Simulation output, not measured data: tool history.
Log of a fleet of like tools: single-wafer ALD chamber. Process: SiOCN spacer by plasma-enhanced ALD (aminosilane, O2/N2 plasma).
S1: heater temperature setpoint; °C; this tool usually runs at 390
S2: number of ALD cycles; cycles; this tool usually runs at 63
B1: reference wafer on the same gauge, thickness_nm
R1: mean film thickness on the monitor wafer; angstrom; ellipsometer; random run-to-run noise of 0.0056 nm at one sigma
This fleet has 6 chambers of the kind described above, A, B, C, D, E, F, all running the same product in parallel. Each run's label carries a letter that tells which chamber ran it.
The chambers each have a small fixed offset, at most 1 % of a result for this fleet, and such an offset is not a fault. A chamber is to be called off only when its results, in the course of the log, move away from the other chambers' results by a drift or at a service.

run 1D day=0.142 | S1=390 S2=63 | B1=4.0691 | R1=38.034
run 2B day=0.296 | S1=390 S2=63 | B1=4.0699 | R1=37.981
run 3F day=0.525 | S1=390 S2=63 | B1=4.0678 | R1=37.956
run 4A day=0.688 | S1=390 S2=63 | B1=4.0676 | R1=38.116
run 5C day=0.829 | S1=390 S2=63 | B1=4.0683 | R1=38.064
run 6E day=1.121 | S1=390 S2=63 | B1=4.0658 | R1=38.05
run 7D day=1.283 | S1=390 S2=63 | B1=4.0669 | R1=37.862
run 8B day=1.446 | S1=390 S2=63 | B1=4.0653 | R1=37.967
run 9A day=1.708 | S1=390 S2=63 | B1=4.0648 | R1=38.162
run 10E day=1.871 | S1=376 S2=55 | B1=4.0642 | R1=33.173
run 11C day=2.1 | S1=376 S2=55 | B1=4.0633 | R1=33.141
run 12F day=2.358 | S1=376 S2=55 | B1=4.0622 | R1=33.17
run 13A day=2.654 | S1=376 S2=55 | B1=4.0616 | R1=33.311
run 14D day=2.879 | S1=376 S2=55 | B1=4.0609 | R1=33.025
run 15B day=3.142 | S1=376 S2=55 | B1=4.06 | R1=33.011
run 16C day=3.412 | S1=390 S2=63 | B1=4.0611 | R1=37.981
run 17F day=3.708 | S1=390 S2=63 | B1=4.0576 | R1=37.922
run 18E day=3.888 | S1=390 S2=63 | B1=4.0577 | R1=37.924
run 19B day=4.05 | S1=390 S2=63 | B1=4.0569 | R1=37.917
run 20E day=4.208 | S1=390 S2=63 | B1=4.0576 | R1=38.092
run 21C day=4.462 | S1=378 S2=67 | B1=4.0564 | R1=40.318
run 22F day=4.696 | S1=378 S2=67 | B1=4.0555 | R1=40.354
run 23A day=4.892 | S1=378 S2=67 | B1=4.0547 | R1=40.464
run 24D day=5.075 | S1=378 S2=67 | B1=4.0538 | R1=40.17
run 25C day=5.25 | S1=378 S2=67 | B1=4.0524 | R1=40.356
run 26E day=5.425 | S1=378 S2=67 | B1=4.0531 | R1=40.461
run 27F day=5.629 | S1=390 S2=63 | B1=4.053 | R1=37.873
run 28D day=5.858 | S1=390 S2=63 | B1=4.0521 | R1=37.891
run 29A day=6.154 | S1=390 S2=63 | B1=4.0511 | R1=38.05
run 30B day=6.321 | S1=390 S2=63 | B1=4.0499 | R1=37.743
run 31B day=6.488 | S1=390 S2=58 | B1=4.0497 | R1=34.789
run 32D day=6.779 | S1=390 S2=58 | B1=4.0478 | R1=34.76
run 33C day=7.021 | S1=390 S2=58 | B1=4.048 | R1=34.9
run 34E day=7.204 | S1=390 S2=58 | B1=4.0462 | R1=34.831
run 35A day=7.496 | S1=390 S2=58 | B1=4.0457 | R1=34.932
run 36F day=7.717 | S1=390 S2=58 | B1=4.0453 | R1=34.809

All chambers now run identical settings, listed one chamber a line with results as question marks. What results will each chamber show?
run 37A day=7.933 | S1=390 S2=68 | R1=?
run 37B day=7.933 | S1=390 S2=68 | R1=?
run 37C day=7.933 | S1=390 S2=68 | R1=?
run 37D day=7.933 | S1=390 S2=68 | R1=?
run 37E day=7.933 | S1=390 S2=68 | R1=?
run 37F day=7.933 | S1=390 S2=68 | R1=?

run=37A R1=41.025
run=37B R1=40.714
run=37C R1=40.826
run=37D R1=40.76
run=37E R1=40.918
run=37F R1=40.807

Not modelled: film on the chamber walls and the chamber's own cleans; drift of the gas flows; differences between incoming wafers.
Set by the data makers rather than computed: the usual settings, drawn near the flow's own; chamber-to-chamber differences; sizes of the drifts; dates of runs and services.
